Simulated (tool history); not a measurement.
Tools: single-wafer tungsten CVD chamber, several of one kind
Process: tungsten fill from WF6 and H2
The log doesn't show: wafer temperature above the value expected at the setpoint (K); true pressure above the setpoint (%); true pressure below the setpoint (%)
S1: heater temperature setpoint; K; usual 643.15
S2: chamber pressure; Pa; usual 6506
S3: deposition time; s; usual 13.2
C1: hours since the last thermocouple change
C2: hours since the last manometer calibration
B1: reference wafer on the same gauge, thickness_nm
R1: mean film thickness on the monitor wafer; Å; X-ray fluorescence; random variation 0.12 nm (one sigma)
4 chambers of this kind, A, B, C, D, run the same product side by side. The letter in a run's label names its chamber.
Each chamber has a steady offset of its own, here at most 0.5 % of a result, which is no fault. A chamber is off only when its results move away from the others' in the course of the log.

| run | day | S1 | S2 | S3 | C1 | C2 | B1 | R1 |
|---|---|---|---|---|---|---|---|---|
| 1B | 0.275 | 643.15 | 6506 | 13.2 | 809.8 | 3258.3 | 27.495 | 266.44 |
| 2A | 0.512 | 643.15 | 6506 | 13.2 | 1179.1 | 925.7 | 27.468 | 266.58 |
| 3D | 0.838 | 643.15 | 6506 | 13.2 | 938.8 | 725.0 | 27.545 | 265.41 |
|  | 0.908 | chamber A: thermocouple changed; heater temperature recalibrated |
| 4C | 1.071 | 643.15 | 6506 | 13.2 | 1437.5 | 2212.8 | 27.477 | 261.86 |
| 5D | 1.442 | 643.15 | 6506 | 11.7 | 953.3 | 739.5 | 27.497 | 237.52 |
| 6B | 1.708 | 643.15 | 6506 | 11.7 | 844.2 | 3292.7 | 27.535 | 235.70 |
| 7A | 1.962 | 643.15 | 6506 | 11.7 | 25.3 | 960.5 | 27.518 | 235.62 |
| 8C | 2.162 | 643.15 | 6506 | 11.7 | 1463.7 | 2239.0 | 27.499 | 236.83 |
| 9D | 2.404 | 643.15 | 6506 | 13.2 | 976.4 | 762.6 | 27.496 | 265.76 |
|  | 2.742 | chamber B: capacitance manometer re-zeroed and calibrated |
| 10A | 2.817 | 643.15 | 6506 | 13.2 | 45.8 | 981.0 | 27.505 | 265.23 |
| 11B | 3.075 | 643.15 | 6506 | 13.2 | 877.0 | 8.1 | 27.501 | 265.32 |
| 12C | 3.300 | 643.15 | 6506 | 13.2 | 1491.0 | 2266.3 | 27.479 | 264.53 |
| 13D | 3.483 | 643.15 | 6506 | 13.2 | 1002.3 | 788.5 | 27.517 | 265.03 |
| 14A | 3.758 | 643.15 | 6506 | 13.2 | 68.4 | 1003.6 | 27.469 | 265.45 |
| 15B | 4.092 | 643.15 | 6506 | 13.2 | 901.4 | 32.5 | 27.492 | 264.22 |
| 16C | 4.371 | 643.15 | 7999 | 13.2 | 1516.7 | 2292.0 | 27.499 | 290.93 |
| 17B | 4.692 | 643.15 | 7999 | 13.2 | 915.8 | 46.9 | 27.520 | 289.61 |
| 18D | 5.088 | 643.15 | 7999 | 13.2 | 1040.8 | 827.0 | 27.471 | 290.23 |
| 19C | 5.333 | 643.15 | 7999 | 13.2 | 1539.8 | 2315.1 | 27.506 | 289.96 |
| 20A | 5.533 | 643.15 | 6506 | 13.2 | 111.0 | 1046.2 | 27.512 | 265.02 |
| 21B | 5.838 | 648.15 | 6506 | 14.4 | 943.3 | 74.4 | 27.458 | 324.96 |
| 22A | 6.146 | 648.15 | 6506 | 14.4 | 125.7 | 1060.9 | 27.478 | 320.97 |
| 23C | 6.483 | 648.15 | 6506 | 14.4 | 1567.4 | 2342.7 | 27.498 | 322.20 |
| 24D | 6.858 | 648.15 | 6506 | 14.4 | 1083.3 | 869.5 | 27.502 | 322.21 |
| 25C | 7.125 | 643.15 | 6506 | 13.2 | 1582.8 | 2358.1 | 27.504 | 264.87 |
| 26D | 7.367 | 643.15 | 6506 | 13.2 | 1095.5 | 881.7 | 27.538 | 265.62 |
| 27A | 7.654 | 643.15 | 6506 | 13.2 | 161.9 | 1097.1 | 27.539 | 264.68 |
| 28B | 8.062 | 643.15 | 6506 | 13.2 | 996.7 | 127.8 | 27.495 | 265.51 |
| 29A | 8.329 | 643.15 | 6506 | 13.2 | 178.1 | 1113.3 | 27.513 | 266.76 |
| 30D | 8.692 | 643.15 | 6506 | 13.2 | 1127.3 | 913.5 | 27.495 | 266.19 |
| 31C | 8.962 | 643.15 | 6506 | 13.2 | 1626.9 | 2402.2 | 27.534 | 266.08 |
| 32B | 9.250 | 643.15 | 6506 | 13.2 | 1025.2 | 156.3 | 27.547 | 265.50 |
| 33C | 9.654 | 643.15 | 6506 | 13.2 | 1643.5 | 2418.8 | 27.516 | 264.80 |
| 34D | 9.929 | 643.15 | 6506 | 13.2 | 1157.0 | 943.2 | 27.511 | 265.51 |
| 35A | 10.212 | 643.15 | 6506 | 13.2 | 223.3 | 1158.5 | 27.488 | 265.56 |

All 4 chambers run these settings next. Forecast each chamber's results:
| 36A | 10.517 | 643.15 | 6506 | 11.3 |  |  |  | ? |
| 36B | 10.517 | 643.15 | 6506 | 11.3 |  |  |  | ? |
| 36C | 10.517 | 643.15 | 6506 | 11.3 |  |  |  | ? |
| 36D | 10.517 | 643.15 | 6506 | 11.3 |  |  |  | ? |

| run | R1 |
|---|---|
| 36A | 226.82 |
| 36B | 227.61 |
| 36C | 224.82 |
| 36D | 228.08 |
